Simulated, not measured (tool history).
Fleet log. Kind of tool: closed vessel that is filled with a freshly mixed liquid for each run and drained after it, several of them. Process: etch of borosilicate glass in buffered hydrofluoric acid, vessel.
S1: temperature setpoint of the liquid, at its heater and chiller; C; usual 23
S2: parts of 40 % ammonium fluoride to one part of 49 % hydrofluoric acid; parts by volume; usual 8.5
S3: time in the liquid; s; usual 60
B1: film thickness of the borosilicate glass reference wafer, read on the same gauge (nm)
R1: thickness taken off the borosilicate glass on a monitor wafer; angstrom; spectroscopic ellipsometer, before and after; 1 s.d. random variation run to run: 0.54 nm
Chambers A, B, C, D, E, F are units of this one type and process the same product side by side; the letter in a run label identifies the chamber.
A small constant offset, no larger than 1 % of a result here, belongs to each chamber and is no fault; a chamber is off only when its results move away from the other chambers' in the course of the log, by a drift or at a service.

run,hour,S1,S2,S3,B1,R1
1C,9.1,23,8.5,60,139.99,827.08
2F,21.5,23,8.5,60,139.99,786.84
3A,29.2,23,8.5,60,139.97,813.13
4B,38.4,23,8.5,60,140.02,806.18
5D,48.3,23,8.5,60,139.99,808.46
6E,57.4,23,8.5,60,140.00,807.39
7B,66.3,23,8.5,60,139.98,802.54
8F,78.0,23,8.5,60,140.00,797.81
9E,88.8,23,8.5,60,140.01,806.67
10A,94.7,20,8.5,60,139.99,694.79
11C,105.4,20,8.5,60,139.99,688.09
12D,115.4,20,8.5,60,140.02,676.14
13E,123.6,20,8.5,60,139.99,683.42
14C,133.7,20,8.5,60,139.99,697.99
15B,143.6,20,8.5,60,139.99,675.47
16A,152.4,23,8.5,60,139.98,801.15
17F,157.9,23,8.5,60,140.00,792.53
18D,164.2,23,8.5,60,139.98,808.82
19E,172.2,23,8.5,60,139.98,806.11
20C,181.9,23,8.5,60,140.02,818.11
21B,189.2,23,8.5,60,140.00,811.93
22A,199.9,23,8.5,60,140.02,821.31
23F,205.5,20,7.5,60,140.01,776.92
24D,215.6,20,7.5,60,139.99,778.71
25A,222.8,20,7.5,60,139.99,806.72
26B,231.5,20,7.5,60,139.96,782.99
27D,237.7,20,7.5,60,139.98,781.48
28E,245.5,20,7.5,60,139.99,784.28
29F,255.6,23,8.5,60,140.00,793.13
# hour 256.3: chamber D: hydrofluoric acid flow meter replaced
30C,263.9,23,8.5,60,140.02,815.93
31F,273.4,23,8.5,60,139.99,800.22
32B,283.9,23,8.5,60,140.00,794.33
33C,295.4,23,8.5,60,140.01,814.54
34E,302.0,23,8.5,60,140.02,806.03
35A,311.6,23,8.5,60,139.98,853.18
36D,317.4,23,8.5,60,139.98,800.20
37E,326.8,23,8.5,60,140.01,801.98
38B,339.2,19,8.5,60,139.97,640.86
39C,349.9,19,8.5,60,140.02,647.23
40F,358.3,19,8.5,60,139.98,636.89

For the next run the whole fleet of 6 chambers uses the same settings. Give each chamber's results:
41A,367.2,23,8.5,60,,?
41B,367.2,23,8.5,60,,?
41C,367.2,23,8.5,60,,?
41D,367.2,23,8.5,60,,?
41E,367.2,23,8.5,60,,?
41F,367.2,23,8.5,60,,?

run,R1
41A,867.80
41B,803.85
41C,822.27
41D,804.41
41E,805.12
41F,799.59
